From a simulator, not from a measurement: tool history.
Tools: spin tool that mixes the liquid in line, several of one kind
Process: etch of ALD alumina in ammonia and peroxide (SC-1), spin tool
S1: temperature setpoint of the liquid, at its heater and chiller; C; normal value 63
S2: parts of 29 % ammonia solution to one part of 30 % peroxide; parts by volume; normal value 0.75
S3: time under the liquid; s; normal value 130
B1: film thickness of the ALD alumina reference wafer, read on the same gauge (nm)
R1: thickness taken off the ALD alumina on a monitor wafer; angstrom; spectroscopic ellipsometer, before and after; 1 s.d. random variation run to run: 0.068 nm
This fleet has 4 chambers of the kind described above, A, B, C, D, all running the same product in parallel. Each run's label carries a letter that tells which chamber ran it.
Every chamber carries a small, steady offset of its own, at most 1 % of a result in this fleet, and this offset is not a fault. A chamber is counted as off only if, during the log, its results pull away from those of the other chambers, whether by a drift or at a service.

| run | day | S1 | S2 | S3 | B1 | R1 |
|---|---|---|---|---|---|---|
| 1A | 0.321 | 63 | 0.75 | 130 | 99.998 | 137.34 |
| 2C | 0.662 | 63 | 0.75 | 130 | 100 | 139.09 |
| 3B | 1.125 | 63 | 0.75 | 130 | 99.972 | 138.01 |
| 4D | 1.642 | 63 | 0.75 | 130 | 100.01 | 137.39 |
| 5A | 2.008 | 63 | 0.75 | 130 | 100.01 | 138.24 |
| 6D | 2.488 | 63 | 0.75 | 130 | 100 | 137.15 |
| 7C | 3.071 | 63 | 0.75 | 130 | 100.05 | 140.19 |
| 8B | 3.567 | 63 | 0.75 | 130 | 99.984 | 137.14 |
| 9C | 4.025 | 63 | 0.75 | 130 | 99.981 | 138.35 |
| 10D | 4.521 | 63 | 0.75 | 130 | 100.01 | 138 |
| 11B | 4.988 | 63 | 0.75 | 130 | 100 | 138.82 |
| 12A | 5.308 | 63 | 0.75 | 130 | 99.999 | 137.8 |
| 13C | 5.804 | 63 | 0.75 | 130 | 100.03 | 140.01 |
| 14A | 6.354 | 63 | 0.75 | 130 | 99.978 | 136.56 |
| 15B | 6.846 | 63 | 0.75 | 130 | 99.981 | 139.15 |
| 16D | 7.196 | 63 | 0.75 | 130 | 100.02 | 140.39 |
| 17C | 7.679 | 63 | 0.75 | 130 | 100.01 | 139.11 |
| 18A | 8.112 | 63 | 0.75 | 130 | 99.982 | 137.08 |
| 19D | 8.629 | 63 | 0.75 | 130 | 99.967 | 141.49 |
| 20B | 9.088 | 63 | 0.75 | 130 | 99.993 | 137.72 |
| 21C | 9.588 | 63 | 0.75 | 130 | 99.994 | 139.3 |
| 22B | 9.992 | 63 | 0.75 | 130 | 99.996 | 137.26 |
| 23D | 10.567 | 54.5 | 0.75 | 155 | 100.01 | 109.58 |
| 24A | 10.95 | 54.5 | 0.75 | 155 | 100.02 | 106.85 |

All chambers now run identical settings, listed one chamber a line with results as question marks. What results will each chamber show?
| 25A | 11.383 | 63 | 0.75 | 130 |  | ? |
| 25B | 11.383 | 63 | 0.75 | 130 |  | ? |
| 25C | 11.383 | 63 | 0.75 | 130 |  | ? |
| 25D | 11.383 | 63 | 0.75 | 130 |  | ? |

| run | R1 |
|---|---|
| 25A | 137.16 |
| 25B | 138.39 |
| 25C | 139.76 |
| 25D | 143.15 |
